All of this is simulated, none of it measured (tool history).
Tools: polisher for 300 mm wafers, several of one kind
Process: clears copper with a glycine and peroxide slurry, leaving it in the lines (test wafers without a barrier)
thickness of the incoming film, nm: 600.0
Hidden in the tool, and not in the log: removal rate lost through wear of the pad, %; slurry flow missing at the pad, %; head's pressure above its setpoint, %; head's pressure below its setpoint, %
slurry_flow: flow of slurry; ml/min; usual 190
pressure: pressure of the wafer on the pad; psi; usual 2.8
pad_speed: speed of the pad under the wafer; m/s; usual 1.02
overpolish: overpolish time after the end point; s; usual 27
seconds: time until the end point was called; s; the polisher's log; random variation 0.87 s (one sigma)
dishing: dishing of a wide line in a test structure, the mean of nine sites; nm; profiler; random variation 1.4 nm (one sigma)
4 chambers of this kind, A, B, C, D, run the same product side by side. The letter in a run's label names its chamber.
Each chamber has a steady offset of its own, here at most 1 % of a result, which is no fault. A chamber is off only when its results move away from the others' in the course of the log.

| run | hour | slurry_flow | pressure | pad_speed | overpolish | wafers polished on this pad | hours since the slurry nozzle was cleaned | hours since the head pressure was calibrated | seconds | dishing |
|---|---|---|---|---|---|---|---|---|---|---|
|  | 2.1 | chamber C: head pressure recalibrated |
| 1A | 4.2 | 190 | 2.8 | 1.02 | 27 | 346 | 191.5 | 365.0 | 89.049 | 74.633 |
| 2B | 8.5 | 190 | 2.8 | 1.02 | 27 | 356 | 660.3 | 825.3 | 91.910 | 74.837 |
| 3D | 14.3 | 190 | 2.8 | 1.02 | 27 | 334 | 126.5 | 346.6 | 89.827 | 72.730 |
| 4C | 19.3 | 190 | 2.8 | 1.02 | 27 | 277 | 414.4 | 17.2 | 91.348 | 74.956 |
| 5C | 23.6 | 190 | 2.8 | 1.02 | 27 | 315 | 418.7 | 21.5 | 91.363 | 73.377 |
| 6A | 26.6 | 190 | 2.8 | 1.02 | 27 | 541 | 213.9 | 387.4 | 90.239 | 72.874 |
| 7D | 32.6 | 190 | 2.8 | 1.02 | 27 | 493 | 144.8 | 364.9 | 91.086 | 74.482 |
| 8B | 35.4 | 190 | 2.8 | 1.38 | 27 | 590 | 687.2 | 852.2 | 71.069 | 79.881 |
| 9B | 38.4 | 190 | 2.8 | 1.38 | 27 | 617 | 690.2 | 855.2 | 72.638 | 76.047 |
| 10C | 42.3 | 190 | 2.8 | 1.38 | 27 | 477 | 437.4 | 40.2 | 70.317 | 79.855 |
| 11D | 45.0 | 190 | 2.8 | 1.38 | 27 | 601 | 157.2 | 377.3 | 70.189 | 78.481 |
|  | 49.4 | chamber D: worn pad replaced by a new one |
| 12A | 50.5 | 190 | 2.8 | 1.02 | 27 | 749 | 237.8 | 411.3 | 89.712 | 74.506 |
| 13B | 55.3 | 190 | 2.8 | 1.02 | 27 | 764 | 707.1 | 872.1 | 92.901 | 71.173 |
| 14C | 60.1 | 190 | 2.8 | 1.02 | 27 | 632 | 455.2 | 58.0 | 92.571 | 74.883 |
| 15D | 66.1 | 190 | 2.8 | 1.02 | 27 | 145 | 178.3 | 398.4 | 91.439 | 73.537 |
| 16A | 71.3 | 190 | 2.8 | 1.02 | 27 | 930 | 258.6 | 432.1 | 88.720 | 72.735 |
| 17B | 76.4 | 190 | 2.8 | 1.02 | 27 | 947 | 728.2 | 893.2 | 92.333 | 72.085 |
| 18A | 80.7 | 190 | 2.8 | 1.02 | 27 | 1012 | 268.0 | 441.5 | 88.761 | 74.613 |
|  | 83.6 | chamber A: worn pad replaced by a new one |
| 19C | 85.8 | 190 | 2.8 | 1.02 | 27 | 856 | 480.9 | 83.7 | 91.085 | 74.239 |
| 20D | 91.0 | 190 | 2.8 | 1.02 | 27 | 362 | 203.2 | 423.3 | 91.451 | 74.134 |
| 21A | 95.3 | 190 | 2.8 | 1.02 | 27 | 101 | 282.6 | 456.1 | 88.462 | 73.844 |
| 22D | 100.1 | 190 | 2.8 | 1.02 | 27 | 441 | 212.3 | 432.4 | 90.211 | 73.596 |
| 23C | 106.1 | 190 | 2.8 | 1.02 | 27 | 1033 | 501.2 | 104.0 | 92.563 | 74.683 |
| 24B | 112.1 | 160 | 2.8 | 1.02 | 27 | 1258 | 763.9 | 928.9 | 95.884 | 73.057 |
| 25D | 114.9 | 160 | 2.8 | 1.02 | 27 | 570 | 227.1 | 447.2 | 91.542 | 72.342 |
| 26A | 118.8 | 160 | 2.8 | 1.02 | 27 | 306 | 306.1 | 479.6 | 88.701 | 73.199 |
|  | 120.4 | chamber B: worn pad replaced by a new one |
| 27B | 124.8 | 160 | 2.8 | 1.02 | 27 | 38 | 776.6 | 941.6 | 95.844 | 72.033 |
| 28C | 127.7 | 190 | 2.8 | 1.02 | 27 | 1221 | 522.8 | 125.6 | 91.104 | 72.457 |

Is one chamber off against the others, does the gauge drift, or is nothing wrong? If a chamber is off, say which, and what the likeliest cause is.

Chamber A drifts away from the others.
Cause: head's pressure above its setpoint, % = 7.69.

Here are 4 candidates for chamber A's next run, each the usual settings with a change, their results left as question marks. Which one brings its results back in line with what the others give on the usual settings?
In line means no further than this from the other chambers' mean on the usual settings: seconds 3.100 s; dishing 4.800 nm
| 29A-1 | 132.1 | 190 | 3.0 | 1.10 | 27 |  |  |  | ? | ? |
| 29A-2 | 132.1 | 190 | 2.9 | 1.06 | 27 |  |  |  | ? | ? |
| 29A-3 | 132.1 | 190 | 2.6 | 0.94 | 27 |  |  |  | ? | ? |
| 29A-4 | 132.1 | 190 | 2.7 | 0.98 | 27 |  |  |  | ? | ? |

The other chambers' mean on the usual settings: seconds 91.940 s; dishing 73.555 nm
| run | seconds | dishing |
|---|---|---|
| 29A-1 | 75.339 | 78.567 |
| 29A-2 | 80.039 | 76.876 |
| 29A-3 | 96.888 | 71.146 |
| 29A-4 | 90.762 | 73.164 |
29A-4 brings the chamber back in line.
